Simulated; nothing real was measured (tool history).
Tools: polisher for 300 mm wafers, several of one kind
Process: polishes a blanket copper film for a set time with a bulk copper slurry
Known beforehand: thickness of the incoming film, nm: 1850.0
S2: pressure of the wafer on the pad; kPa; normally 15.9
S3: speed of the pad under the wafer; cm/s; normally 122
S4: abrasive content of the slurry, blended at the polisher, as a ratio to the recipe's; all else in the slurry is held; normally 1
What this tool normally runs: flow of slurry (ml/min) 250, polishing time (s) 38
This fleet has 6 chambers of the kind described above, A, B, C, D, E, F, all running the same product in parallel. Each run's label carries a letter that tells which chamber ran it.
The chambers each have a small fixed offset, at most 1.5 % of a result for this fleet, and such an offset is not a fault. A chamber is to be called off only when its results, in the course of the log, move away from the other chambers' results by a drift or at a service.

run 1B hour=4.7 | flow_of_slurry_(ml/min)=250 S2=15.9 S3=122 S4=1 polishing_time_(s)=38 | film_removed_(nm)=392.33
run 2D hour=14.3 | flow_of_slurry_(ml/min)=250 S2=15.9 S3=122 S4=1 polishing_time_(s)=38 | film_removed_(nm)=384.86
-- hour=15 chamber E: slurry blender recalibrated
run 3E hour=23.1 | flow_of_slurry_(ml/min)=250 S2=15.9 S3=122 S4=1 polishing_time_(s)=38 | film_removed_(nm)=386.43
-- hour=28.7 chamber C: slurry blender recalibrated
run 4C hour=33.1 | flow_of_slurry_(ml/min)=250 S2=15.9 S3=122 S4=1 polishing_time_(s)=38 | film_removed_(nm)=389.46
-- hour=35 chamber C: worn pad replaced by a new one
run 5A hour=41.7 | flow_of_slurry_(ml/min)=250 S2=15.9 S3=122 S4=1 polishing_time_(s)=38 | film_removed_(nm)=394.55
-- hour=47 chamber F: worn pad replaced by a new one
run 6F hour=47.9 | flow_of_slurry_(ml/min)=250 S2=15.9 S3=122 S4=1 polishing_time_(s)=38 | film_removed_(nm)=391.05
run 7B hour=55.6 | flow_of_slurry_(ml/min)=250 S2=15.9 S3=122 S4=1 polishing_time_(s)=38 | film_removed_(nm)=392.08
-- hour=64.1 chamber A: worn pad replaced by a new one
run 8F hour=65.5 | flow_of_slurry_(ml/min)=250 S2=11 S3=122 S4=1 polishing_time_(s)=43 | film_removed_(nm)=311.44
run 9C hour=70.5 | flow_of_slurry_(ml/min)=250 S2=11 S3=122 S4=1 polishing_time_(s)=43 | film_removed_(nm)=306.88
run 10D hour=75.6 | flow_of_slurry_(ml/min)=250 S2=11 S3=122 S4=1 polishing_time_(s)=43 | film_removed_(nm)=311.56
run 11A hour=82.5 | flow_of_slurry_(ml/min)=250 S2=11 S3=122 S4=1 polishing_time_(s)=43 | film_removed_(nm)=306.6
-- hour=85.4 chamber B: worn pad replaced by a new one
-- hour=88.8 chamber B: slurry blender recalibrated
run 12E hour=90.3 | flow_of_slurry_(ml/min)=250 S2=11 S3=122 S4=1 polishing_time_(s)=43 | film_removed_(nm)=305.76
run 13E hour=98.9 | flow_of_slurry_(ml/min)=250 S2=11 S3=122 S4=1 polishing_time_(s)=43 | film_removed_(nm)=309.63
run 14D hour=105.5 | flow_of_slurry_(ml/min)=250 S2=15.9 S3=122 S4=1 polishing_time_(s)=38 | film_removed_(nm)=389.6
-- hour=105.7 chamber C: worn pad replaced by a new one
run 15B hour=110.1 | flow_of_slurry_(ml/min)=250 S2=15.9 S3=142 S4=1 polishing_time_(s)=34 | film_removed_(nm)=405.24
run 16C hour=118.3 | flow_of_slurry_(ml/min)=250 S2=15.9 S3=142 S4=1 polishing_time_(s)=34 | film_removed_(nm)=404.45
-- hour=121.5 chamber A: slurry blender recalibrated
run 17A hour=124.8 | flow_of_slurry_(ml/min)=250 S2=15.9 S3=142 S4=1 polishing_time_(s)=34 | film_removed_(nm)=414.18
run 18F hour=130.9 | flow_of_slurry_(ml/min)=250 S2=15.9 S3=142 S4=1 polishing_time_(s)=34 | film_removed_(nm)=410.31
-- hour=131.5 chamber F: slurry blender recalibrated
run 19A hour=137 | flow_of_slurry_(ml/min)=250 S2=15.9 S3=142 S4=1 polishing_time_(s)=34 | film_removed_(nm)=410.06
run 20B hour=142.4 | flow_of_slurry_(ml/min)=250 S2=15.9 S3=142 S4=1 polishing_time_(s)=34 | film_removed_(nm)=406.16
run 21E hour=147.1 | flow_of_slurry_(ml/min)=250 S2=15.9 S3=122 S4=1 polishing_time_(s)=38 | film_removed_(nm)=384.38
run 22F hour=155.7 | flow_of_slurry_(ml/min)=250 S2=15.9 S3=98 S4=1.1 polishing_time_(s)=38 | film_removed_(nm)=325.82
-- hour=156.2 chamber F: worn pad replaced by a new one
-- hour=156.9 chamber D: worn pad replaced by a new one
-- hour=158 chamber E: worn pad replaced by a new one
run 23D hour=160.5 | flow_of_slurry_(ml/min)=250 S2=15.9 S3=98 S4=1.1 polishing_time_(s)=38 | film_removed_(nm)=317.84
run 24C hour=165.2 | flow_of_slurry_(ml/min)=250 S2=15.9 S3=98 S4=1.1 polishing_time_(s)=38 | film_removed_(nm)=316.01
-- hour=170 chamber C: worn pad replaced by a new one
run 25D hour=172.6 | flow_of_slurry_(ml/min)=250 S2=15.9 S3=98 S4=1.1 polishing_time_(s)=38 | film_removed_(nm)=320.02
-- hour=177.6 chamber B: worn pad replaced by a new one
run 26F hour=177.8 | flow_of_slurry_(ml/min)=250 S2=15.9 S3=98 S4=1.1 polishing_time_(s)=38 | film_removed_(nm)=324.85
run 27B hour=185.7 | flow_of_slurry_(ml/min)=250 S2=15.9 S3=98 S4=1.1 polishing_time_(s)=38 | film_removed_(nm)=319.21
run 28E hour=190.3 | flow_of_slurry_(ml/min)=250 S2=15.9 S3=138 S4=1 polishing_time_(s)=50 | film_removed_(nm)=576.54
-- hour=192 chamber D: slurry blender recalibrated
run 29C hour=198.7 | flow_of_slurry_(ml/min)=250 S2=15.9 S3=138 S4=1 polishing_time_(s)=50 | film_removed_(nm)=554.7
run 30A hour=205.7 | flow_of_slurry_(ml/min)=250 S2=15.9 S3=138 S4=1 polishing_time_(s)=50 | film_removed_(nm)=583.97
run 31F hour=215.6 | flow_of_slurry_(ml/min)=250 S2=15.9 S3=138 S4=1 polishing_time_(s)=50 | film_removed_(nm)=593.02
run 32D hour=220.4 | flow_of_slurry_(ml/min)=250 S2=15.9 S3=138 S4=1 polishing_time_(s)=50 | film_removed_(nm)=574.03
run 33E hour=228 | flow_of_slurry_(ml/min)=250 S2=15.9 S3=138 S4=1 polishing_time_(s)=50 | film_removed_(nm)=584.73
-- hour=234.8 chamber C: worn pad replaced by a new one
run 34B hour=234.9 | flow_of_slurry_(ml/min)=250 S2=15.9 S3=122 S4=1 polishing_time_(s)=38 | film_removed_(nm)=386.33
-- hour=237.4 chamber A: head pressure recalibrated
-- hour=239.6 chamber D: slurry nozzle cleaned
run 35A hour=240.5 | flow_of_slurry_(ml/min)=250 S2=15.9 S3=122 S4=1 polishing_time_(s)=38 | film_removed_(nm)=392
-- hour=243.7 chamber E: slurry nozzle cleaned
run 36C hour=246.6 | flow_of_slurry_(ml/min)=250 S2=15.9 S3=122 S4=1 polishing_time_(s)=38 | film_removed_(nm)=371.12
-- hour=249.8 chamber A: worn pad replaced by a new one
run 37D hour=251 | flow_of_slurry_(ml/min)=250 S2=15.9 S3=122 S4=1 polishing_time_(s)=38 | film_removed_(nm)=391.04
run 38E hour=258 | flow_of_slurry_(ml/min)=250 S2=15.9 S3=122 S4=1 polishing_time_(s)=38 | film_removed_(nm)=386.24
-- hour=260.7 chamber A: slurry blender recalibrated
run 39B hour=262.8 | flow_of_slurry_(ml/min)=250 S2=15.9 S3=122 S4=1 polishing_time_(s)=38 | film_removed_(nm)=388.05
-- hour=268.6 chamber F: worn pad replaced by a new one
run 40A hour=272.7 | flow_of_slurry_(ml/min)=250 S2=15.9 S3=122 S4=1 polishing_time_(s)=38 | film_removed_(nm)=390.39
run 41C hour=279.9 | flow_of_slurry_(ml/min)=250 S2=15.9 S3=122 S4=1 polishing_time_(s)=38 | film_removed_(nm)=367.04
run 42F hour=285.5 | flow_of_slurry_(ml/min)=250 S2=15.9 S3=122 S4=1 polishing_time_(s)=38 | film_removed_(nm)=394.38
run 43E hour=290.7 | flow_of_slurry_(ml/min)=250 S2=15.9 S3=122 S4=1 polishing_time_(s)=38 | film_removed_(nm)=386.79
-- hour=293.3 chamber B: worn pad replaced by a new one
run 44B hour=300.5 | flow_of_slurry_(ml/min)=250 S2=15.9 S3=122 S4=1 polishing_time_(s)=38 | film_removed_(nm)=396.24

Is one chamber out of step, is the gauge drifting, or do the chambers differ by no more than their own small offsets? For an off chamber, give its letter and the likeliest cause.

It is chamber C that slowly wanders off from its peers.
What lies behind it: head's pressure below its setpoint, % = 6.4.
The log may not tell that from: slurry flow missing at the pad, %; abrasive missing from the slurry, %.

Here are 4 candidates for chamber C's next run, each the usual settings with a change, their results left as question marks. Which one brings its results back in line with what the others give on the usual settings?
To be in line, a result may differ from the other chambers' mean on the usual settings by at most: film removed (nm) 10
run 45C-1 hour=307.7 | flow_of_slurry_(ml/min)=180 S2=15.9 S3=122 S4=1 polishing_time_(s)=38 | film_removed_(nm)=?
run 45C-2 hour=307.7 | flow_of_slurry_(ml/min)=250 S2=15.2 S3=120 S4=1 polishing_time_(s)=37 | film_removed_(nm)=?
run 45C-3 hour=307.7 | flow_of_slurry_(ml/min)=250 S2=16.5 S3=124 S4=1 polishing_time_(s)=39 | film_removed_(nm)=?
run 45C-4 hour=307.7 | flow_of_slurry_(ml/min)=250 S2=15.9 S3=122 S4=1 polishing_time_(s)=39 | film_removed_(nm)=?

Other chambers, usual settings, mean: film removed (nm) 391.65
run=45C-1 film_removed_(nm)=346.77
run=45C-2 film_removed_(nm)=331.05
run=45C-3 film_removed_(nm)=393.24
run=45C-4 film_removed_(nm)=370.83
With 45C-3, the chamber falls back in line with the rest.
